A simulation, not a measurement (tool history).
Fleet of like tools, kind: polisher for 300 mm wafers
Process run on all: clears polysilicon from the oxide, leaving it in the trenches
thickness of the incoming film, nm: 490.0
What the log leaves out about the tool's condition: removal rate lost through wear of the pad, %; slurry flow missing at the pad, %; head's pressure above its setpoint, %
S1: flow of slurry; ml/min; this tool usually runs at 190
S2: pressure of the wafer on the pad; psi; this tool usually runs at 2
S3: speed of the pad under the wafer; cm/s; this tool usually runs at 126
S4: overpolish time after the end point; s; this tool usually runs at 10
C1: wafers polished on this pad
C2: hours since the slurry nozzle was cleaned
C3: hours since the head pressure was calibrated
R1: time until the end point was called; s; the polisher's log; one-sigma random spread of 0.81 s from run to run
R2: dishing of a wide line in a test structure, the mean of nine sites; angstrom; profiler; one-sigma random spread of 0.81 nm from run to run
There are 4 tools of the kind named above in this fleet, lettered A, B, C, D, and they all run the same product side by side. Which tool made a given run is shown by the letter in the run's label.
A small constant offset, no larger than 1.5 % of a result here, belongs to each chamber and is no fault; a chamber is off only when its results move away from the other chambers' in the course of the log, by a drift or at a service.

Run 1B, hour 11.2: usual settings; C1 892; C2 293.7; C3 57.8. Result: R1 45.52 s, R2 617.68 angstrom.
Run 2A, hour 25.4: usual settings; C1 460; C2 604.3; C3 1256.8. Result: R1 44.464 s, R2 630.32 angstrom.
At hour 29.8: chamber B: worn pad replaced by a new one.
Run 3D, hour 40.6: usual settings; C1 534; C2 59.9; C3 462.6. Result: R1 45.472 s, R2 621.9 angstrom.
Run 4C, hour 55.2: usual settings; C1 811; C2 72.4; C3 216.3. Result: R1 44.909 s, R2 637.72 angstrom.
Run 5A, hour 62.6: usual settings; C1 838; C2 641.5; C3 1294. Result: R1 44.094 s, R2 634.8 angstrom.
At hour 63.9: chamber A: worn pad replaced by a new one.
At hour 70.5: chamber C: worn pad replaced by a new one.
Run 6D, hour 73.5: usual settings; C1 867; C2 92.8; C3 495.5. Result: R1 46.105 s, R2 631.91 angstrom.
Run 7C, hour 82: usual settings; C1 116; C2 99.2; C3 243.1. Result: R1 45.192 s, R2 628.65 angstrom.
At hour 87.2: chamber D: worn pad replaced by a new one.
At hour 88: chamber B: slurry nozzle cleaned.
Run 8B, hour 90.8: usual settings; C1 619; C2 2.8; C3 137.4. Result: R1 46.048 s, R2 620.67 angstrom.
At hour 93: chamber A: head pressure recalibrated.
Run 9D, hour 98.1: usual settings; C1 110; C2 117.4; C3 520.1. Result: R1 46.268 s, R2 638.91 angstrom.
Run 10C, hour 113.9: usual settings; C1 440; C2 131.1; C3 275. Result: R1 44.616 s, R2 628.7 angstrom.
Run 11B, hour 125.8: usual settings but S4 5 s; C1 974; C2 37.8; C3 172.4. Result: R1 44.697 s, R2 401.05 angstrom.
Run 12A, hour 133.4: usual settings but S4 5 s; C1 705; C2 712.3; C3 40.4. Result: R1 46.402 s, R2 411.8 angstrom.
At hour 135.7: chamber B: worn pad replaced by a new one.
At hour 147.7: chamber A: worn pad replaced by a new one.
Run 13D, hour 148.7: usual settings but S4 5 s; C1 624; C2 168; C3 570.7. Result: R1 43.883 s, R2 408.01 angstrom.
Run 14C, hour 159: usual settings but S4 5 s; C1 898; C2 176.2; C3 320.1. Result: R1 44.134 s, R2 410.11 angstrom.
At hour 159.1: chamber A: slurry nozzle cleaned.
Run 15A, hour 171.5: usual settings but S1 220 ml/min; C1 242; C2 12.5; C3 78.5. Result: R1 43.969 s, R2 649.86 angstrom.
At hour 174.1: chamber D: worn pad replaced by a new one.
Run 16B, hour 185.1: usual settings but S1 220 ml/min; C1 501; C2 97.1; C3 231.7. Result: R1 43.005 s, R2 644.24 angstrom.
At hour 192.1: chamber C: worn pad replaced by a new one.
Run 17B, hour 194.4: usual settings but S1 220 ml/min; C1 595; C2 106.4; C3 241. Result: R1 43.733 s, R2 633.78 angstrom.
Run 18A, hour 208.4: usual settings but S1 220 ml/min; C1 616; C2 49.4; C3 115.4. Result: R1 44.457 s, R2 633.28 angstrom.
Run 19C, hour 220.2: usual settings; C1 285; C2 237.4; C3 381.3. Result: R1 43.891 s, R2 624.48 angstrom.
Run 20D, hour 229.4: usual settings; C1 561; C2 248.7; C3 651.4. Result: R1 46.184 s, R2 638.61 angstrom.
Run 21D, hour 238.2: usual settings; C1 651; C2 257.5; C3 660.2. Result: R1 44.957 s, R2 627.95 angstrom.
At hour 247.5: chamber B: worn pad replaced by a new one.
At hour 252.5: chamber A: worn pad replaced by a new one.
Run 22C, hour 252.6: usual settings; C1 613; C2 269.8; C3 413.7. Result: R1 44.083 s, R2 625.05 angstrom.
At hour 262.9: chamber D: slurry nozzle cleaned.
Run 23B, hour 264.7: usual settings; C1 174; C2 176.7; C3 311.3. Result: R1 45.708 s, R2 633.2 angstrom.
At hour 273.5: chamber D: worn pad replaced by a new one.
At hour 277.4: chamber D: head pressure recalibrated.
Run 24A, hour 278.4: usual settings; C1 262; C2 119.4; C3 185.4. Result: R1 45.278 s, R2 636.11 angstrom.
Run 25B, hour 288.4: usual settings; C1 415; C2 200.4; C3 335. Result: R1 45.632 s, R2 630.07 angstrom.
At hour 295.4: chamber C: worn pad replaced by a new one.
Run 26D, hour 299.3: usual settings; C1 261; C2 36.5; C3 21.9. Result: R1 45.296 s, R2 629.07 angstrom.
Run 27A, hour 314.4: usual settings but S1 245 ml/min, S4 4 s; C1 627; C2 155.4; C3 221.4. Result: R1 42.222 s, R2 360.3 angstrom.
Run 28C, hour 324.6: usual settings but S1 245 ml/min, S4 4 s; C1 296; C2 341.8; C3 485.7. Result: R1 42.177 s, R2 355.73 angstrom.
At hour 325.1: chamber B: head pressure recalibrated.
Run 29A, hour 340.1: usual settings but S1 245 ml/min, S4 4 s; C1 888; C2 181.1; C3 247.1. Result: R1 43.148 s, R2 349.64 angstrom.
At hour 345.6: chamber B: worn pad replaced by a new one.
At hour 348.5: chamber A: worn pad replaced by a new one.
Run 30B, hour 352.2: usual settings but S1 245 ml/min, S4 4 s; C1 67; C2 264.2; C3 27.1. Result: R1 43.115 s, R2 344.18 angstrom.
At hour 355: chamber D: worn pad replaced by a new one.
Run 31D, hour 364.2: usual settings; C1 94; C2 101.4; C3 86.8. Result: R1 45.635 s, R2 634.13 angstrom.
Run 32C, hour 379.4: usual settings but S3 104 cm/s; C1 852; C2 396.6; C3 540.5. Result: R1 51.688 s, R2 561.76 angstrom.
Run 33D, hour 389.9: usual settings but S3 104 cm/s; C1 354; C2 127.1; C3 112.5. Result: R1 54.305 s, R2 574.78 angstrom.
Run 34A, hour 399.3: usual settings but S3 104 cm/s; C1 515; C2 240.3; C3 306.3. Result: R1 52.949 s, R2 576.61 angstrom.
At hour 405.4: chamber C: worn pad replaced by a new one.
Run 35C, hour 415.6: usual settings but S3 104 cm/s; C1 103; C2 432.8; C3 576.7. Result: R1 53.821 s, R2 551.36 angstrom.
Run 36B, hour 423.4: usual settings; C1 789; C2 335.4; C3 98.3. Result: R1 43.564 s, R2 634.07 angstrom.
Run 37C, hour 434.6: usual settings; C1 296; C2 451.8; C3 595.7. Result: R1 44.032 s, R2 626.68 angstrom.
Run 38A, hour 446.4: usual settings; C1 993; C2 287.4; C3 353.4. Result: R1 45.274 s, R2 632.31 angstrom.

Does one chamber stand apart from the rest, does the shared gauge drift, or is all well apart from small per-chamber offsets? Give the chamber and the most likely cause, where there is one.

The fleet is healthy, with each chamber sitting at its usual small offset and no drift in the gauge.

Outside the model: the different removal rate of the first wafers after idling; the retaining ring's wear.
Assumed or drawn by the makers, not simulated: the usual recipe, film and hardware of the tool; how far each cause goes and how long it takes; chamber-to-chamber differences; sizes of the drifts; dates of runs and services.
